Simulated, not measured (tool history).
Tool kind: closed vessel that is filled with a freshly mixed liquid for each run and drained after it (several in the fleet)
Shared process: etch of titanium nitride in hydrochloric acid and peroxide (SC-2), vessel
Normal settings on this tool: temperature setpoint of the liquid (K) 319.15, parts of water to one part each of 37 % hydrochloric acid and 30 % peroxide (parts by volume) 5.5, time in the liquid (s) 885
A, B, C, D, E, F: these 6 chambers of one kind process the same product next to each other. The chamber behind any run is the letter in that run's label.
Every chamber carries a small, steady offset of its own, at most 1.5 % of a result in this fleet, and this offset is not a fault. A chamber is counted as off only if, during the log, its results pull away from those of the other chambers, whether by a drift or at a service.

run,hour,temperature setpoint of the liquid (K),parts of water to one part each of 37 % hydrochloric acid and 30 % peroxide (parts by volume),time in the liquid (s),"read-back film thickness of the titanium nitride reference wafer, read on the same gauge (nm)",thickness taken off the titanium nitride on a monitor wafer (nm)
1B,4,319.15,5.5,885,49.999,29.599
2D,8.8,319.15,5.5,885,49.989,29.424
3A,16.8,319.15,5.5,885,49.947,29.582
4C,23.4,319.15,5.5,885,50.006,29.414
5F,29.1,319.15,5.5,885,49.996,29.988
6E,36.9,319.15,5.5,885,50.008,29.511
7B,43.8,309.65,7,885,49.983,12.79
8C,50.4,309.65,7,885,50.002,12.505
9E,58.1,309.65,7,885,49.991,12.51
10A,64.6,309.65,7,885,50.007,12.403
11F,68.6,309.65,7,885,49.996,12.734
12D,76,309.65,7,885,50.017,12.74
13A,80.6,310.15,5.5,1190,49.989,20.788
14B,88.4,310.15,5.5,1190,49.965,21.21
15E,96.4,310.15,5.5,1190,50.024,20.802
# hour 103.7: chamber A: chemicals flow meter replaced
16D,104.6,310.15,5.5,1190,49.963,21.322
17C,108.3,310.15,5.5,1190,49.982,20.733
18F,112.5,310.15,5.5,1190,50.008,21.104
19F,119.1,319.15,5.5,885,49.988,29.816
# hour 123.7: chamber C: thermometer replaced
20E,127,319.15,5.5,885,49.979,29.607
21A,132.8,319.15,6.5,885,49.995,25.401
22B,136.5,319.15,6.5,885,49.962,26.148
23D,144.2,319.15,6.5,885,50.009,26.139
24C,149.3,319.15,6.5,885,50.024,25.928
25F,157.5,319.15,6.5,885,50.013,26.279
26C,161.4,319.15,6.5,885,50.02,26.123
27B,166.5,319.15,5.5,885,49.981,29.634
28E,173,319.15,5.5,885,50.039,29.706
29A,179.9,319.15,5.5,885,50.024,28.683
30D,184.2,319.15,5.5,885,50.001,29.449
31D,191.6,319.15,5.5,885,50.019,29.569
32C,197.8,319.15,5.5,885,50.002,29.606
33A,203,319.15,5.5,885,50.017,28.602
34B,207.8,319.15,5.5,885,49.995,29.59
35F,213.7,319.15,5.5,885,49.983,29.804
36E,220,319.15,4,505,50.033,20.996
37A,225,319.15,4,505,50.016,20.239

For the next run the whole fleet of 6 chambers uses the same settings. Give each chamber's results:
38A,231.1,319.15,5.5,885,,?
38B,231.1,319.15,5.5,885,,?
38C,231.1,319.15,5.5,885,,?
38D,231.1,319.15,5.5,885,,?
38E,231.1,319.15,5.5,885,,?
38F,231.1,319.15,5.5,885,,?

run,thickness taken off the titanium nitride on a monitor wafer (nm)
38A,28.313
38B,29.693
38C,29.701
38D,29.49
38E,29.419
38F,29.827
